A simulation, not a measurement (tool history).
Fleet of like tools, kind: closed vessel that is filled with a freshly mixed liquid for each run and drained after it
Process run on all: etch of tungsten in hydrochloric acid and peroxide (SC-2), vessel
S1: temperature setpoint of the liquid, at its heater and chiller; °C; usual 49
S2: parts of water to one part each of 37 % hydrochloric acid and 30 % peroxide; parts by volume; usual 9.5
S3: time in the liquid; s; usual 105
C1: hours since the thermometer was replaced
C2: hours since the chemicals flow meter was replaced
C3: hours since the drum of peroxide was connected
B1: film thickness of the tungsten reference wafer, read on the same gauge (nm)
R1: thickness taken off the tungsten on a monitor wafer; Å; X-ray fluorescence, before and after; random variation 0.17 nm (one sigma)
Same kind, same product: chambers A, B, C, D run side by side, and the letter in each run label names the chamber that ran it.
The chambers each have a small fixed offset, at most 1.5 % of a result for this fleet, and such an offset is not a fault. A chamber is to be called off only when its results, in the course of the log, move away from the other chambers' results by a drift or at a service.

run    day    S1   S2   S3      C1      C2      C3      B1      R1
 1C  0.308    49  9.5  105    93.5  1926.9   384.8  59.998  383.43
     0.425  -- chamber C: chemicals flow meter replaced
 2D    0.5    49  9.5  105   116.4  1019.6  1310.4  60.004  388.36
 3B  0.696    49  9.5  105   640.8   442.3     547  59.983  389.59
 4A  0.875    49  9.5  105  1177.2  1313.5   188.6  59.983  381.42
 5C  1.104    49  9.5  105   112.6    16.3   403.9  59.997  379.38
 6D  1.446    49  9.5  105   139.1  1042.3  1333.1  60.021  384.77
 7A  1.738    49  9.5  105  1197.9  1334.2   209.3  59.978  383.33
 8B  1.908    49  9.5  105   669.9   471.4   576.1      60  391.12
 9A  2.146    49  9.5  135  1207.7    1344   219.1  60.012  494.29
10B  2.421    49  9.5  135   682.2   483.7   588.4  60.006  502.77
11D  2.754    49  9.5  135   170.5  1073.7  1364.5  60.006  496.41
12C  3.033    49  9.5  135   158.9    62.6   450.2  59.997   489.3
13D  3.204    42  9.5  105   181.3  1084.5  1375.3  59.987  237.76
14A  3.454    42  9.5  105  1239.1  1375.4   250.5  60.015     237
15C  3.825    42  9.5  105   177.9    81.6   469.2  60.013  232.26
16B  4.179    42  9.5  105   724.4   525.9   630.6  60.005  244.25
     4.383  -- chamber D: new drum of peroxide connected
17C  4.504    49  9.5  105   194.2    97.9   485.5  60.018  381.19
18B  4.817    49  9.5  105   739.7   541.2   645.9  60.001  390.49
19D  5.175  58.5    7  105   228.6  1131.8    19.1  60.002  911.32
20A    5.5  58.5    7  105  1288.2  1424.5   299.6  60.004  918.98
21B   5.85  58.5    7  105   764.5     566   670.7  59.989  915.07
22D  6.088  58.5    7  105   250.5  1153.7      41  59.975  911.13
23A  6.279    49  9.5  105  1306.9  1443.2   318.3  60.008  383.51
24C  6.633  39.5  9.5   70   245.3     149   536.6  59.992  129.86
25A  6.996  39.5  9.5   70  1324.1  1460.4   335.5  59.973  132.22
26C  7.379  39.5  9.5   70   263.2   166.9   554.5  59.972  129.66
27B  7.667  39.5  9.5   70   808.1   609.6   714.3   60.01  135.79
28D  7.921    49  9.5  105   294.5  1197.7      85  59.998  385.99
29A  8.292    49  9.5  105  1355.2  1491.5   366.6  59.992  385.93
30C  8.646  43.5  9.5   45   293.6   197.3   584.9  59.983  112.14
31D  8.875  43.5  9.5   45   317.4  1220.6   107.9  59.982  114.46
32B   9.15  43.5  9.5   45   843.7   645.2   749.9  59.987  115.26
33A  9.354  43.5  9.5   45  1380.7    1517   392.1  59.975   112.7
34B  9.721    49  9.5  105   857.4   658.9   763.6  59.995  392.48
35D  9.983    49  9.5  105     344  1247.2   134.5  60.007  383.11

Read the log: is a single chamber off, either drifting away or since a service, is the gauge that measures every chamber drifting, or is nothing wrong beyond small per-chamber offsets? Name any odd chamber and what most likely caused it.

No chamber stands off beyond its own small offset, and the gauge holds steady.
